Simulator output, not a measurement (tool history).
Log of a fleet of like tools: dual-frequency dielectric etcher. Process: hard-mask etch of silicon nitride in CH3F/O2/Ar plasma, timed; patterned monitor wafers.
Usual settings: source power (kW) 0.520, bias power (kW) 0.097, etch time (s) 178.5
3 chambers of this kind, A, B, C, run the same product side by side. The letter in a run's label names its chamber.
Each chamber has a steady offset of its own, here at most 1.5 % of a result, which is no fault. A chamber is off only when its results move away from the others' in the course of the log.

| run | hour | source power (kW) | bias power (kW) | etch time (s) | read-back reference wafer on the same gauge, depth_nm | mean etch depth across the wafer (Å) |
|---|---|---|---|---|---|---|
| 1B | 3.8 | 0.520 | 0.097 | 178.5 | 133.99 | 1519.4 |
| 2A | 7.2 | 0.520 | 0.097 | 178.5 | 133.98 | 1541.2 |
| 3C | 11.0 | 0.520 | 0.097 | 178.5 | 134.06 | 1515.0 |
| 4A | 13.9 | 0.520 | 0.097 | 178.5 | 134.01 | 1535.1 |
| 5B | 17.2 | 0.520 | 0.097 | 178.5 | 134.10 | 1533.2 |
| 6C | 22.4 | 0.520 | 0.097 | 178.5 | 133.99 | 1513.2 |
| 7C | 27.7 | 0.520 | 0.097 | 178.5 | 134.06 | 1513.3 |
| 8B | 32.3 | 0.520 | 0.097 | 178.5 | 133.98 | 1521.8 |
| 9A | 37.8 | 0.520 | 0.097 | 178.5 | 133.90 | 1539.0 |
| 10C | 41.2 | 0.520 | 0.097 | 178.5 | 133.95 | 1509.9 |
| 11A | 47.0 | 0.520 | 0.097 | 178.5 | 134.04 | 1539.7 |
| 12B | 51.2 | 0.520 | 0.097 | 178.5 | 133.97 | 1524.3 |
| 13C | 54.6 | 0.520 | 0.097 | 178.5 | 133.90 | 1506.5 |
| 14A | 58.8 | 0.520 | 0.097 | 178.5 | 134.04 | 1540.8 |
| 15B | 63.7 | 0.520 | 0.097 | 178.5 | 134.09 | 1517.9 |
| 16B | 67.4 | 0.520 | 0.097 | 178.5 | 133.95 | 1528.4 |
| 17A | 72.8 | 0.520 | 0.097 | 178.5 | 133.95 | 1540.1 |
| 18C | 76.3 | 0.520 | 0.097 | 178.5 | 133.99 | 1511.5 |
| 19B | 79.8 | 0.520 | 0.097 | 178.5 | 133.97 | 1519.6 |
| 20C | 85.1 | 0.520 | 0.097 | 178.5 | 133.98 | 1520.7 |
|  | 86.7 | chamber B: wet clean of the chamber |
| 21A | 89.4 | 0.520 | 0.097 | 178.5 | 134.02 | 1540.9 |
| 22A | 92.1 | 0.520 | 0.097 | 178.5 | 133.92 | 1545.9 |
| 23C | 97.4 | 0.520 | 0.097 | 178.5 | 134.01 | 1511.2 |
| 24B | 102.2 | 0.520 | 0.097 | 178.5 | 133.94 | 1505.6 |
| 25B | 106.0 | 0.520 | 0.097 | 178.5 | 134.01 | 1506.8 |
| 26C | 108.8 | 0.520 | 0.097 | 162.5 | 134.06 | 1375.9 |
| 27A | 112.7 | 0.520 | 0.097 | 162.5 | 134.04 | 1398.8 |
| 28B | 117.8 | 0.520 | 0.097 | 162.5 | 134.01 | 1372.3 |
| 29C | 121.2 | 0.520 | 0.097 | 178.5 | 133.90 | 1514.5 |
| 30A | 126.8 | 0.520 | 0.097 | 178.5 | 134.05 | 1536.6 |
| 31A | 132.1 | 0.470 | 0.097 | 195.0 | 133.98 | 1618.9 |
| 32B | 134.9 | 0.470 | 0.097 | 195.0 | 133.96 | 1578.3 |

All 3 chambers run these settings next. Forecast each chamber's results:
| 33A | 139.2 | 0.520 | 0.097 | 197.0 |  | ? |
| 33B | 139.2 | 0.520 | 0.097 | 197.0 |  | ? |
| 33C | 139.2 | 0.520 | 0.097 | 197.0 |  | ? |

| run | mean etch depth across the wafer (Å) |
|---|---|
| 33A | 1700.7 |
| 33B | 1657.7 |
| 33C | 1675.5 |
